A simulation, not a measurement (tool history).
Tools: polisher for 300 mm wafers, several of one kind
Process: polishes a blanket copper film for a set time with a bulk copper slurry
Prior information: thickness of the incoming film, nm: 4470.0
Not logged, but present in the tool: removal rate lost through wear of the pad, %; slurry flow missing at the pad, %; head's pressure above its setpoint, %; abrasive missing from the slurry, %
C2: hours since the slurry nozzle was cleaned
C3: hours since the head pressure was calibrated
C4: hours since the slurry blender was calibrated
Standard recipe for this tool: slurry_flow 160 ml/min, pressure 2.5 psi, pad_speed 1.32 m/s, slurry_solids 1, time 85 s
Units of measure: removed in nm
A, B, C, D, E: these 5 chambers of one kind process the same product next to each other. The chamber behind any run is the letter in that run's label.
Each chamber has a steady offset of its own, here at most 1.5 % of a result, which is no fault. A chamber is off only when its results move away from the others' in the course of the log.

Run 1E, hour 3.7: usual settings; wafers polished on this pad 921; C2 209.3; C3 617.5; C4 265.7. Result: removed 796.97 nm.
Run 2A, hour 7.1: usual settings; wafers polished on this pad 1287; C2 278.9; C3 91.2; C4 102.1. Result: removed 780.1 nm.
Run 3B, hour 10.6: usual settings; wafers polished on this pad 901; C2 501.4; C3 351.7; C4 392.8. Result: removed 824.16 nm.
Run 4D, hour 15.1: usual settings; wafers polished on this pad 899; C2 254.9; C3 490.6; C4 146. Result: removed 818.99 nm.
At hour 17.3: chamber C: worn pad replaced by a new one.
Run 5C, hour 18.3: usual settings; wafers polished on this pad 6; C2 135; C3 674; C4 42.2. Result: removed 836.02 nm.
At hour 19.3: chamber B: slurry blender recalibrated.
At hour 20.5: chamber B: head pressure recalibrated.
At hour 21.5: chamber A: worn pad replaced by a new one.
Run 6C, hour 21.9: usual settings; wafers polished on this pad 31; C2 138.6; C3 677.6; C4 45.8. Result: removed 816.94 nm.
Run 7E, hour 24.8: usual settings; wafers polished on this pad 1065; C2 230.4; C3 638.6; C4 286.8. Result: removed 815.33 nm.
Run 8A, hour 27.8: usual settings; wafers polished on this pad 43; C2 299.6; C3 111.9; C4 122.8. Result: removed 798.69 nm.
At hour 29: chamber E: worn pad replaced by a new one.
Run 9D, hour 31.5: usual settings; wafers polished on this pad 1011; C2 271.3; C3 507; C4 162.4. Result: removed 803.64 nm.
Run 10B, hour 35.9: usual settings; wafers polished on this pad 1073; C2 526.7; C3 15.5; C4 16.6. Result: removed 793.76 nm.
Run 11C, hour 39.6: usual settings; wafers polished on this pad 152; C2 156.3; C3 695.3; C4 63.5. Result: removed 805.18 nm.
Run 12B, hour 42.6: usual settings; wafers polished on this pad 1119; C2 533.4; C3 22.2; C4 23.3. Result: removed 813.19 nm.
Run 13D, hour 45.7: usual settings; wafers polished on this pad 1107; C2 285.5; C3 521.2; C4 176.6. Result: removed 805.89 nm.
Run 14E, hour 50.1: usual settings; wafers polished on this pad 144; C2 255.7; C3 663.9; C4 312.1. Result: removed 798.58 nm.
Run 15A, hour 53.6: usual settings but slurry_flow 210 ml/min, pad_speed 1.48 m/s; wafers polished on this pad 219; C2 325.4; C3 137.7; C4 148.6. Result: removed 928.54 nm.
Run 16C, hour 57.4: usual settings but slurry_flow 210 ml/min, pad_speed 1.48 m/s; wafers polished on this pad 273; C2 174.1; C3 713.1; C4 81.3. Result: removed 949.07 nm.
Run 17A, hour 61: usual settings but slurry_flow 210 ml/min, pad_speed 1.48 m/s; wafers polished on this pad 269; C2 332.8; C3 145.1; C4 156. Result: removed 924.18 nm.
Run 18E, hour 65.2: usual settings but slurry_flow 210 ml/min, pad_speed 1.48 m/s; wafers polished on this pad 247; C2 270.8; C3 679; C4 327.2. Result: removed 943.06 nm.
Run 19B, hour 69: usual settings but slurry_flow 210 ml/min, pad_speed 1.48 m/s; wafers polished on this pad 1299; C2 559.8; C3 48.6; C4 49.7. Result: removed 923.85 nm.
Run 20D, hour 72.7: usual settings but slurry_flow 195 ml/min, slurry_solids 0.9; wafers polished on this pad 1292; C2 312.5; C3 548.2; C4 203.6. Result: removed 812.22 nm.
Run 21D, hour 76.4: usual settings but slurry_flow 195 ml/min, slurry_solids 0.9; wafers polished on this pad 1317; C2 316.2; C3 551.9; C4 207.3. Result: removed 818.01 nm.
Run 22A, hour 79: usual settings but slurry_flow 195 ml/min, slurry_solids 0.9; wafers polished on this pad 392; C2 350.8; C3 163.1; C4 174. Result: removed 799.99 nm.
Run 23C, hour 82.4: usual settings but slurry_flow 195 ml/min, slurry_solids 0.9; wafers polished on this pad 444; C2 199.1; C3 738.1; C4 106.3. Result: removed 821.48 nm.
At hour 86.6: chamber D: worn pad replaced by a new one.
Run 24B, hour 86.9: usual settings but slurry_flow 195 ml/min, slurry_solids 0.9; wafers polished on this pad 1421; C2 577.7; C3 66.5; C4 67.6. Result: removed 787.86 nm.
Run 25E, hour 89.1: usual settings; wafers polished on this pad 410; C2 294.7; C3 702.9; C4 351.1. Result: removed 792.21 nm.
Run 26C, hour 93.2: usual settings but pressure 2.2 psi, time 69 s; wafers polished on this pad 517; C2 209.9; C3 748.9; C4 117.1. Result: removed 582.05 nm.
Run 27A, hour 96.4: usual settings but pressure 2.2 psi, time 69 s; wafers polished on this pad 510; C2 368.2; C3 180.5; C4 191.4. Result: removed 585.5 nm.
Run 28B, hour 100.6: usual settings but pressure 2.2 psi, time 69 s; wafers polished on this pad 1515; C2 591.4; C3 80.2; C4 81.3. Result: removed 536.31 nm.
Run 29E, hour 105: usual settings but pressure 2.2 psi, time 69 s; wafers polished on this pad 518; C2 310.6; C3 718.8; C4 367. Result: removed 576.11 nm.
Run 30D, hour 109.3: usual settings but pressure 2.2 psi, time 69 s; wafers polished on this pad 155; C2 349.1; C3 584.8; C4 240.2. Result: removed 573.74 nm.
Run 31A, hour 113.9: usual settings; wafers polished on this pad 630; C2 385.7; C3 198; C4 208.9. Result: removed 818.37 nm.
At hour 115.4: chamber B: slurry nozzle cleaned.
Run 32D, hour 116.2: usual settings; wafers polished on this pad 202; C2 356; C3 591.7; C4 247.1. Result: removed 798.07 nm.
Run 33C, hour 119: usual settings; wafers polished on this pad 693; C2 235.7; C3 774.7; C4 142.9. Result: removed 802.16 nm.
Run 34B, hour 122.9: usual settings; wafers polished on this pad 1667; C2 7.6; C3 102.5; C4 103.6. Result: removed 735 nm.
Run 35E, hour 126.9: usual settings but slurry_flow 215 ml/min, pad_speed 1.06 m/s; wafers polished on this pad 668; C2 332.5; C3 740.7; C4 388.9. Result: removed 687.46 nm.
Run 36E, hour 131: usual settings but slurry_flow 215 ml/min, pad_speed 1.06 m/s; wafers polished on this pad 696; C2 336.6; C3 744.8; C4 393. Result: removed 675.95 nm.
Run 37D, hour 135: usual settings but slurry_flow 215 ml/min, pad_speed 1.06 m/s; wafers polished on this pad 330; C2 374.8; C3 610.5; C4 265.9. Result: removed 677.5 nm.
Run 38A, hour 137.5: usual settings but slurry_flow 215 ml/min, pad_speed 1.06 m/s; wafers polished on this pad 791; C2 409.3; C3 221.6; C4 232.5. Result: removed 663.65 nm.
Run 39B, hour 140.7: usual settings but slurry_flow 215 ml/min, pad_speed 1.06 m/s; wafers polished on this pad 1788; C2 25.4; C3 120.3; C4 121.4. Result: removed 605.22 nm.

What goes on in this fleet: one chamber off, a drifting gauge, or nothing beyond the chambers' own small offsets? Name the chamber and the cause, if any.

Chamber B drifts away from the others.
Most likely cause: removal rate lost through wear of the pad, % = 11.5.
Not necessarily distinguishable in this log from: head's pressure below its setpoint, %.

Chamber B could run next with any of the 4 candidate recipes listed below; each alters the usual settings, and their results appear as question marks. Which one brings its results back in line with what the other chambers deliver on the usual settings?
Allowed miss from the other chambers' usual-settings mean, per result, to count as in line: removed 40 nm
Run 40B-1, hour 144.2: usual settings but slurry_flow 155 ml/min, pressure 2.2 psi, time 77 s. Result: removed ?.
Run 40B-2, hour 144.2: usual settings but pad_speed 1.18 m/s. Result: removed ?.
Run 40B-3, hour 144.2: usual settings but slurry_flow 165 ml/min, pressure 3.1 psi, slurry_solids 1.05. Result: removed ?.
Run 40B-4, hour 144.2: usual settings but pressure 2.6 psi, time 90 s. Result: removed ?.

What the other chambers average on the usual settings: removed 804.77 nm
  run  removed
40B-1   577.59
40B-2   650.79
40B-3   913.69
40B-4   800.37
The right change is 40B-4: it brings the chamber back within the allowed miss of the others.
